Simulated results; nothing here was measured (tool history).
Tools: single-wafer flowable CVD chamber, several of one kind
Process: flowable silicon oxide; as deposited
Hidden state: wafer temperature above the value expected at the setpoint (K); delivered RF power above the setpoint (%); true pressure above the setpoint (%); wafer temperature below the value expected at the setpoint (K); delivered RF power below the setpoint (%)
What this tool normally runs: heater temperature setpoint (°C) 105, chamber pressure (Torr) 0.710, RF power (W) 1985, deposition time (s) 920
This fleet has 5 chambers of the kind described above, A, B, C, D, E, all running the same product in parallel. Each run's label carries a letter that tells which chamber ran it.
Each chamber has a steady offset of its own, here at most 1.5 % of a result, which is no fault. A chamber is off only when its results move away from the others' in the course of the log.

run	hour	heater temperature setpoint (°C)	chamber pressure (Torr)	RF power (W)	deposition time (s)	hours since the last thermocouple change	hours since the last RF generator calibration	hours since the last manometer calibration	read-back reference wafer on the same gauge, thickness_nm	mean film thickness on the monitor wafer (Å)
1C	3.5	105	0.710	1985	920	423.5	929.7	1106.2	438.10	4040.5
2B	8.2	105	0.710	1985	920	2589.7	1126.1	141.7	437.86	3964.8
3D	11.3	105	0.710	1985	920	1696.9	390.4	1073.8	438.19	4009.0
4E	16.3	105	0.710	1985	920	1587.2	1033.8	157.6	437.90	4008.8
5A	19.3	105	0.710	1985	920	795.9	630.4	999.3	437.98	4040.3
6E	23.4	105	0.710	1985	920	1594.3	1040.9	164.7	437.96	4016.1
# hour 28.2: chamber E: thermocouple changed; heater temperature recalibrated
7A	28.3	105	0.710	1705	862	804.9	639.4	1008.3	438.26	3647.2
8C	35.0	105	0.710	1705	862	455.0	961.2	1137.7	437.98	3662.2
9D	41.1	105	0.710	1705	862	1726.7	420.2	1103.6	438.04	3626.9
10B	45.1	105	0.710	1705	862	2626.6	1163.0	178.6	438.01	3580.0
11E	48.2	105	0.710	1705	862	20.0	1065.7	189.5	437.82	3650.5
12C	54.3	105	0.710	1985	920	474.3	980.5	1157.0	438.11	4063.5
13A	60.4	112	0.868	1985	920	837.0	671.5	1040.4	438.00	4172.3
14D	65.2	112	0.868	1985	920	1750.8	444.3	1127.7	437.77	4138.0
15B	70.7	112	0.868	1985	920	2652.2	1188.6	204.2	438.00	4126.1
16D	76.2	112	0.868	1985	920	1761.8	455.3	1138.7	437.88	4141.7
17B	81.0	112	0.868	1985	920	2662.5	1198.9	214.5	437.75	4100.6
18E	87.0	105	0.710	1985	920	58.8	1104.5	228.3	437.78	4015.4
19A	93.4	105	0.710	1985	920	870.0	704.5	1073.4	437.82	4025.2
20C	97.2	119	0.710	2175	920	517.2	1023.4	1199.9	438.12	2654.4
21D	103.9	119	0.710	2175	920	1789.5	483.0	1166.4	438.47	2606.9
22B	108.7	119	0.710	2175	920	2690.2	1226.6	242.2	437.99	2591.8
23A	113.1	119	0.710	2175	920	889.7	724.2	1093.1	438.25	2628.7
# hour 117.5: chamber B: thermocouple changed; heater temperature recalibrated
24E	117.8	119	0.710	2175	920	89.6	1135.3	259.1	438.20	2639.0
25C	124.5	105	0.710	1985	920	544.5	1050.7	1227.2	438.17	4060.9
26E	129.8	105	0.710	1985	920	101.6	1147.3	271.1	437.90	4041.2
27A	135.1	105	0.710	1985	920	911.7	746.2	1115.1	438.42	4042.6
28D	141.5	105	0.710	1985	920	1827.1	520.6	1204.0	437.75	4010.5
29B	145.0	105	0.710	1985	920	27.6	1262.9	278.5	437.87	4144.0
30C	150.8	105	0.710	1985	920	570.8	1077.0	1253.5	437.97	4052.7
31C	154.4	105	0.710	1985	920	574.4	1080.6	1257.1	438.01	4055.8
32B	159.2	119	0.710	1985	920	41.8	1277.1	292.7	437.72	2638.3
33D	164.3	119	0.710	1985	920	1849.9	543.4	1226.8	437.89	2563.1
34A	170.7	119	0.710	1985	920	947.3	781.8	1150.7	437.81	2577.5
35E	173.6	119	0.710	1985	920	145.4	1191.1	314.9	437.98	2591.3
36B	176.9	119	0.710	1985	920	59.5	1294.8	310.4	438.32	2636.7
37E	182.7	105	0.710	1985	920	154.5	1200.2	324.0	438.17	4028.0
38A	188.4	105	0.710	1985	920	965.0	799.5	1168.4	438.01	3999.4
39D	194.3	105	0.710	1985	920	1879.9	573.4	1256.8	437.92	4027.1
40C	199.9	105	0.710	1985	920	619.9	1126.1	1302.6	438.09	4057.4
41C	205.6	105	0.710	1985	920	625.6	1131.8	1308.3	438.26	4061.8
42D	210.8	105	0.710	1985	920	1896.4	589.9	1273.3	438.00	4030.0

Is one chamber off against the others, does the gauge drift, or is nothing wrong? If a chamber is off, say which, and what the likeliest cause is.

A service on chamber B put it out of line with the rest.
Most likely cause: wafer temperature below the value expected at the setpoint (K) = 1.12.

Below are 4 candidate recipes for chamber B's next run, each the usual settings with a change, their results shown as question marks. Which of them brings B's results back in line with what the other chambers give on the usual settings?
Counts as in line when no further than this from what the other chambers average on the usual settings: mean film thickness on the monitor wafer (Å) 39.0
43B-1	215.7	104	0.715	1985	923					?
43B-2	215.7	106	0.705	1985	917					?
43B-3	215.7	105	0.710	2225	920					?
43B-4	215.7	105	0.710	1985	896					?

Average result of the remaining chambers running the usual settings: mean film thickness on the monitor wafer (Å) 4028.0
run	mean film thickness on the monitor wafer (Å)
43B-1	4337.3
43B-2	3949.9
43B-3	4231.6
43B-4	4030.9
43B-4 brings the chamber back in line.

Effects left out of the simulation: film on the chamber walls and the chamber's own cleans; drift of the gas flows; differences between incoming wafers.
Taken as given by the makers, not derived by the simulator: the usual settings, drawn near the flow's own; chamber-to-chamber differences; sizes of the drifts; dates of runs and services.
